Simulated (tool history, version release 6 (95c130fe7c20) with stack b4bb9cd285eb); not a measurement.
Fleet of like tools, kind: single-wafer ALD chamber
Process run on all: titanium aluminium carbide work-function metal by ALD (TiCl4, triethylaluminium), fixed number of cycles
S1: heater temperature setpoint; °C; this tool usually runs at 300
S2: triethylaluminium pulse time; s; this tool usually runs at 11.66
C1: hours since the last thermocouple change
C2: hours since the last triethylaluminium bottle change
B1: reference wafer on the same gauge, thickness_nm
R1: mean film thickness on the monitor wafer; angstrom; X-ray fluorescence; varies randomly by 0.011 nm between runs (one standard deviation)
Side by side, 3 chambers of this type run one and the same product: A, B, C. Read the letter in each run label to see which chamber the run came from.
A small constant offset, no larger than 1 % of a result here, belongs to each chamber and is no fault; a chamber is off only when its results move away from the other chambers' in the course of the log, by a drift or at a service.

run 1B hour=3.0 | S1=300 S2=11.66 | C1=657.7 C2=982.0 | B1=2.1692 | R1=19.826
run 2C hour=6.8 | S1=300 S2=11.66 | C1=925.4 C2=192.0 | B1=2.1684 | R1=20.310
run 3A hour=9.9 | S1=300 S2=11.66 | C1=1486.6 C2=31.9 | B1=2.1678 | R1=20.209
run 4C hour=13.8 | S1=300 S2=11.66 | C1=932.4 C2=199.0 | B1=2.1697 | R1=20.218
run 5B hour=16.3 | S1=300 S2=11.66 | C1=671.0 C2=995.3 | B1=2.1711 | R1=19.879
run 6A hour=20.1 | S1=300 S2=11.66 | C1=1496.8 C2=42.1 | B1=2.1686 | R1=20.327
run 7A hour=24.4 | S1=300 S2=11.66 | C1=1501.1 C2=46.4 | B1=2.1718 | R1=20.307
run 8B hour=28.2 | S1=300 S2=11.66 | C1=682.9 C2=1007.2 | B1=2.1707 | R1=19.696
run 9C hour=33.8 | S1=300 S2=15.10 | C1=952.4 C2=219.0 | B1=2.1675 | R1=20.493
run 10B hour=37.4 | S1=300 S2=15.10 | C1=692.1 C2=1016.4 | B1=2.1704 | R1=20.453
run 11A hour=43.4 | S1=300 S2=15.10 | C1=1520.1 C2=65.4 | B1=2.1720 | R1=20.706
run 12C hour=48.9 | S1=300 S2=11.66 | C1=967.5 C2=234.1 | B1=2.1715 | R1=20.239
run 13B hour=53.9 | S1=300 S2=11.66 | C1=708.6 C2=1032.9 | B1=2.1701 | R1=19.998
run 14A hour=57.0 | S1=300 S2=11.66 | C1=1533.7 C2=79.0 | B1=2.1673 | R1=20.273
run 15C hour=61.4 | S1=300 S2=11.66 | C1=980.0 C2=246.6 | B1=2.1726 | R1=20.169
run 16C hour=67.3 | S1=300 S2=11.66 | C1=985.9 C2=252.5 | B1=2.1693 | R1=20.181
run 17B hour=71.3 | S1=300 S2=11.66 | C1=726.0 C2=1050.3 | B1=2.1676 | R1=20.008
run 18A hour=74.4 | S1=300 S2=11.66 | C1=1551.1 C2=96.4 | B1=2.1731 | R1=20.110
run 19C hour=79.6 | S1=293 S2=7.38 | C1=998.2 C2=264.8 | B1=2.1659 | R1=18.376
run 20B hour=83.4 | S1=293 S2=7.38 | C1=738.1 C2=1062.4 | B1=2.1691 | R1=18.287
run 21A hour=89.2 | S1=293 S2=7.38 | C1=1565.9 C2=111.2 | B1=2.1714 | R1=18.418
run 22C hour=94.6 | S1=300 S2=11.66 | C1=1013.2 C2=279.8 | B1=2.1679 | R1=19.856
run 23A hour=99.3 | S1=300 S2=11.66 | C1=1576.0 C2=121.3 | B1=2.1710 | R1=20.205
run 24B hour=103.7 | S1=300 S2=11.66 | C1=758.4 C2=1082.7 | B1=2.1722 | R1=20.113
run 25C hour=107.2 | S1=300 S2=11.66 | C1=1025.8 C2=292.4 | B1=2.1675 | R1=20.129
run 26A hour=111.1 | S1=300 S2=11.66 | C1=1587.8 C2=133.1 | B1=2.1701 | R1=20.549
run 27B hour=113.8 | S1=300 S2=11.66 | C1=768.5 C2=1092.8 | B1=2.1700 | R1=20.100
run 28A hour=116.5 | S1=310 S2=15.49 | C1=1593.2 C2=138.5 | B1=2.1713 | R1=21.661
run 29C hour=120.8 | S1=310 S2=15.49 | C1=1039.4 C2=306.0 | B1=2.1684 | R1=21.465
run 30B hour=126.2 | S1=310 S2=15.49 | C1=780.9 C2=1105.2 | B1=2.1741 | R1=21.286
run 31B hour=129.0 | S1=300 S2=11.66 | C1=783.7 C2=1108.0 | B1=2.1714 | R1=20.170
run 32A hour=134.6 | S1=312 S2=15.34 | C1=1611.3 C2=156.6 | B1=2.1708 | R1=21.772
run 33C hour=137.9 | S1=312 S2=15.34 | C1=1056.5 C2=323.1 | B1=2.1711 | R1=21.654
run 34B hour=143.1 | S1=312 S2=15.34 | C1=797.8 C2=1122.1 | B1=2.1696 | R1=21.340
run 35C hour=146.6 | S1=300 S2=11.66 | C1=1065.2 C2=331.8 | B1=2.1685 | R1=19.519
run 36A hour=152.5 | S1=300 S2=16.16 | C1=1629.2 C2=174.5 | B1=2.1701 | R1=20.624
run 37A hour=158.2 | S1=300 S2=16.16 | C1=1634.9 C2=180.2 | B1=2.1690 | R1=20.914
run 38C hour=162.3 | S1=300 S2=16.16 | C1=1080.9 C2=347.5 | B1=2.1712 | R1=20.175
run 39B hour=167.8 | S1=300 S2=11.66 | C1=822.5 C2=1146.8 | B1=2.1725 | R1=20.088
run 40B hour=171.0 | S1=300 S2=11.66 | C1=825.7 C2=1150.0 | B1=2.1696 | R1=20.198
run 41C hour=176.5 | S1=300 S2=11.66 | C1=1095.1 C2=361.7 | B1=2.1703 | R1=19.341
run 42A hour=180.9 | S1=300 S2=11.66 | C1=1657.6 C2=202.9 | B1=2.1734 | R1=20.388

Is one chamber out of step, is the gauge drifting, or do the chambers differ by no more than their own small offsets? For an off chamber, give its letter and the likeliest cause.

It is chamber C that slowly wanders off from its peers.
What lies behind it: triethylaluminium dose below that of a fresh bottle (%) = 32.7.

Here are 4 candidates for chamber C's next run, each the usual settings with a change, their results left as question marks. Which one brings its results back in line with what the others give on the usual settings?
To be in line, a result may differ from the other chambers' mean on the usual settings by at most: R1 0.400 angstrom
run 43C-1 hour=185.2 | S1=294 S2=9.53 | R1=?
run 43C-2 hour=185.2 | S1=309 S2=15.03 | R1=?
run 43C-3 hour=185.2 | S1=304 S2=13.18 | R1=?
run 43C-4 hour=185.2 | S1=290 S2=11.66 | R1=?

The mean the other chambers reach with the usual settings: R1 20.158 angstrom
run=43C-1 R1=17.879
run=43C-2 R1=20.734
run=43C-3 R1=19.963
run=43C-4 R1=18.402
The answer is 43C-3, which returns the chamber to within the allowed miss of the others.
